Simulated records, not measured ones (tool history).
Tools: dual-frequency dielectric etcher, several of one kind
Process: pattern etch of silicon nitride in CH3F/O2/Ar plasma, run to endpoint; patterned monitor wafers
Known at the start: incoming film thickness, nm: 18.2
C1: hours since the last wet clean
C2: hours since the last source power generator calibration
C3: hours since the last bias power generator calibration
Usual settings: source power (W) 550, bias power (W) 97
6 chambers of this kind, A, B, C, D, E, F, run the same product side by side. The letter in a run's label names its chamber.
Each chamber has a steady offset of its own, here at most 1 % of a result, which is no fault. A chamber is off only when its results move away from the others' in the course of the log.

{"run": "1E", "hour": 3.9, "source power (W)": 550, "bias power (W)": 97, "C1": 336.9, "C2": 903.9, "C3": 551.1, "endpoint time (s)": 21.099}
{"run": "2F", "hour": 7.3, "source power (W)": 550, "bias power (W)": 97, "C1": 460.9, "C2": 2586.7, "C3": 793.9, "endpoint time (s)": 21.249}
{"run": "3C", "hour": 11.0, "source power (W)": 550, "bias power (W)": 97, "C1": 157.8, "C2": 2951.1, "C3": 3127.4, "endpoint time (s)": 21.202}
{"run": "4D", "hour": 15.1, "source power (W)": 550, "bias power (W)": 97, "C1": 154.9, "C2": 1933.0, "C3": 207.2, "endpoint time (s)": 21.243}
{"run": "5A", "hour": 18.9, "source power (W)": 670, "bias power (W)": 115, "C1": 19.6, "C2": 2284.1, "C3": 2996.2, "endpoint time (s)": 18.377}
{"run": "6B", "hour": 22.3, "source power (W)": 670, "bias power (W)": 115, "C1": 289.6, "C2": 522.1, "C3": 586.8, "endpoint time (s)": 18.26}
{"run": "7F", "hour": 27.0, "source power (W)": 670, "bias power (W)": 115, "C1": 480.6, "C2": 2606.4, "C3": 813.6, "endpoint time (s)": 18.586}
{"run": "8C", "hour": 30.5, "source power (W)": 670, "bias power (W)": 115, "C1": 177.3, "C2": 2970.6, "C3": 3146.9, "endpoint time (s)": 18.462}
{"run": "9A", "hour": 35.6, "source power (W)": 670, "bias power (W)": 115, "C1": 36.3, "C2": 2300.8, "C3": 3012.9, "endpoint time (s)": 18.455}
{"run": "10D", "hour": 40.9, "source power (W)": 670, "bias power (W)": 115, "C1": 180.7, "C2": 1958.8, "C3": 233.0, "endpoint time (s)": 18.523}
{"hour": 45.4, "done": "chamber F: wet clean of the chamber"}
{"run": "11E", "hour": 46.4, "source power (W)": 550, "bias power (W)": 97, "C1": 379.4, "C2": 946.4, "C3": 593.6, "endpoint time (s)": 21.239}
{"run": "12B", "hour": 50.9, "source power (W)": 680, "bias power (W)": 108, "C1": 318.2, "C2": 550.7, "C3": 615.4, "endpoint time (s)": 18.533}
{"run": "13B", "hour": 55.8, "source power (W)": 680, "bias power (W)": 108, "C1": 323.1, "C2": 555.6, "C3": 620.3, "endpoint time (s)": 18.484}
{"run": "14D", "hour": 60.2, "source power (W)": 680, "bias power (W)": 108, "C1": 200.0, "C2": 1978.1, "C3": 252.3, "endpoint time (s)": 18.714}
{"run": "15A", "hour": 66.4, "source power (W)": 680, "bias power (W)": 108, "C1": 67.1, "C2": 2331.6, "C3": 3043.7, "endpoint time (s)": 18.66}
{"run": "16F", "hour": 72.2, "source power (W)": 680, "bias power (W)": 108, "C1": 26.8, "C2": 2651.6, "C3": 858.8, "endpoint time (s)": 18.94}
{"run": "17E", "hour": 77.1, "source power (W)": 680, "bias power (W)": 108, "C1": 410.1, "C2": 977.1, "C3": 624.3, "endpoint time (s)": 18.845}
{"run": "18C", "hour": 80.6, "source power (W)": 550, "bias power (W)": 97, "C1": 227.4, "C2": 3020.7, "C3": 3197.0, "endpoint time (s)": 21.093}
{"run": "19E", "hour": 86.6, "source power (W)": 550, "bias power (W)": 85, "C1": 419.6, "C2": 986.6, "C3": 633.8, "endpoint time (s)": 22.436}
{"run": "20C", "hour": 92.0, "source power (W)": 550, "bias power (W)": 85, "C1": 238.8, "C2": 3032.1, "C3": 3208.4, "endpoint time (s)": 22.169}
{"run": "21F", "hour": 97.8, "source power (W)": 550, "bias power (W)": 85, "C1": 52.4, "C2": 2677.2, "C3": 884.4, "endpoint time (s)": 22.105}
{"run": "22D", "hour": 100.9, "source power (W)": 550, "bias power (W)": 85, "C1": 240.7, "C2": 2018.8, "C3": 293.0, "endpoint time (s)": 22.228}
{"run": "23B", "hour": 104.8, "source power (W)": 550, "bias power (W)": 85, "C1": 372.1, "C2": 604.6, "C3": 669.3, "endpoint time (s)": 21.92}
{"run": "24A", "hour": 110.9, "source power (W)": 550, "bias power (W)": 85, "C1": 111.6, "C2": 2376.1, "C3": 3088.2, "endpoint time (s)": 21.795}
{"run": "25D", "hour": 116.7, "source power (W)": 550, "bias power (W)": 97, "C1": 256.5, "C2": 2034.6, "C3": 308.8, "endpoint time (s)": 21.135}
{"run": "26F", "hour": 122.1, "source power (W)": 660, "bias power (W)": 87, "C1": 76.7, "C2": 2701.5, "C3": 908.7, "endpoint time (s)": 20.602}
{"run": "27C", "hour": 125.4, "source power (W)": 660, "bias power (W)": 87, "C1": 272.2, "C2": 3065.5, "C3": 3241.8, "endpoint time (s)": 20.551}
{"run": "28E", "hour": 129.5, "source power (W)": 660, "bias power (W)": 87, "C1": 462.5, "C2": 1029.5, "C3": 676.7, "endpoint time (s)": 20.963}
{"run": "29B", "hour": 134.7, "source power (W)": 660, "bias power (W)": 87, "C1": 402.0, "C2": 634.5, "C3": 699.2, "endpoint time (s)": 20.268}
{"run": "30A", "hour": 139.3, "source power (W)": 660, "bias power (W)": 87, "C1": 140.0, "C2": 2404.5, "C3": 3116.6, "endpoint time (s)": 20.344}
{"run": "31B", "hour": 143.9, "source power (W)": 660, "bias power (W)": 87, "C1": 411.2, "C2": 643.7, "C3": 708.4, "endpoint time (s)": 20.243}
{"run": "32C", "hour": 149.4, "source power (W)": 550, "bias power (W)": 97, "C1": 296.2, "C2": 3089.5, "C3": 3265.8, "endpoint time (s)": 21.295}
{"run": "33E", "hour": 152.9, "source power (W)": 550, "bias power (W)": 97, "C1": 485.9, "C2": 1052.9, "C3": 700.1, "endpoint time (s)": 21.658}
{"run": "34F", "hour": 158.7, "source power (W)": 550, "bias power (W)": 97, "C1": 113.3, "C2": 2738.1, "C3": 945.3, "endpoint time (s)": 21.221}
{"run": "35D", "hour": 163.9, "source power (W)": 420, "bias power (W)": 79, "C1": 303.7, "C2": 2081.8, "C3": 356.0, "endpoint time (s)": 24.857}
{"run": "36A", "hour": 168.5, "source power (W)": 420, "bias power (W)": 79, "C1": 169.2, "C2": 2433.7, "C3": 3145.8, "endpoint time (s)": 24.914}
{"run": "37F", "hour": 172.7, "source power (W)": 420, "bias power (W)": 79, "C1": 127.3, "C2": 2752.1, "C3": 959.3, "endpoint time (s)": 25.191}
{"run": "38B", "hour": 177.5, "source power (W)": 420, "bias power (W)": 79, "C1": 444.8, "C2": 677.3, "C3": 742.0, "endpoint time (s)": 25.059}
{"run": "39D", "hour": 181.9, "source power (W)": 420, "bias power (W)": 79, "C1": 321.7, "C2": 2099.8, "C3": 374.0, "endpoint time (s)": 25.056}
{"run": "40C", "hour": 184.7, "source power (W)": 420, "bias power (W)": 79, "C1": 331.5, "C2": 3124.8, "C3": 3301.1, "endpoint time (s)": 25.205}
{"run": "41E", "hour": 190.0, "source power (W)": 550, "bias power (W)": 97, "C1": 523.0, "C2": 1090.0, "C3": 737.2, "endpoint time (s)": 21.865}
{"run": "42A", "hour": 194.0, "source power (W)": 550, "bias power (W)": 97, "C1": 194.7, "C2": 2459.2, "C3": 3171.3, "endpoint time (s)": 21.014}

What goes on in this fleet: one chamber off, a drifting gauge, or nothing beyond the chambers' own small offsets? Name the chamber and the cause, if any.

Chamber E drifts away from the others.
Cause: etch rate under this chamber's usual, % = 3.87.

Here are 4 candidates for chamber E's next run, each the usual settings with a change, their results left as question marks. Which one brings its results back in line with what the others give on the usual settings?
In line means no further than this from the other chambers' mean on the usual settings: endpoint time (s) 0.280
{"run": "43E-1", "hour": 198.5, "source power (W)": 520, "bias power (W)": 92, "endpoint time (s)": "?"}
{"run": "43E-2", "hour": 198.5, "source power (W)": 570, "bias power (W)": 97, "endpoint time (s)": "?"}
{"run": "43E-3", "hour": 198.5, "source power (W)": 550, "bias power (W)": 108, "endpoint time (s)": "?"}
{"run": "43E-4", "hour": 198.5, "source power (W)": 540, "bias power (W)": 95, "endpoint time (s)": "?"}

The other chambers' mean on the usual settings: endpoint time (s) 21.099
run=43E-1 endpoint_time_(s)=22.801
run=43E-2 endpoint_time_(s)=21.610
run=43E-3 endpoint_time_(s)=21.079
run=43E-4 endpoint_time_(s)=22.223
43E-3 brings the chamber back in line.

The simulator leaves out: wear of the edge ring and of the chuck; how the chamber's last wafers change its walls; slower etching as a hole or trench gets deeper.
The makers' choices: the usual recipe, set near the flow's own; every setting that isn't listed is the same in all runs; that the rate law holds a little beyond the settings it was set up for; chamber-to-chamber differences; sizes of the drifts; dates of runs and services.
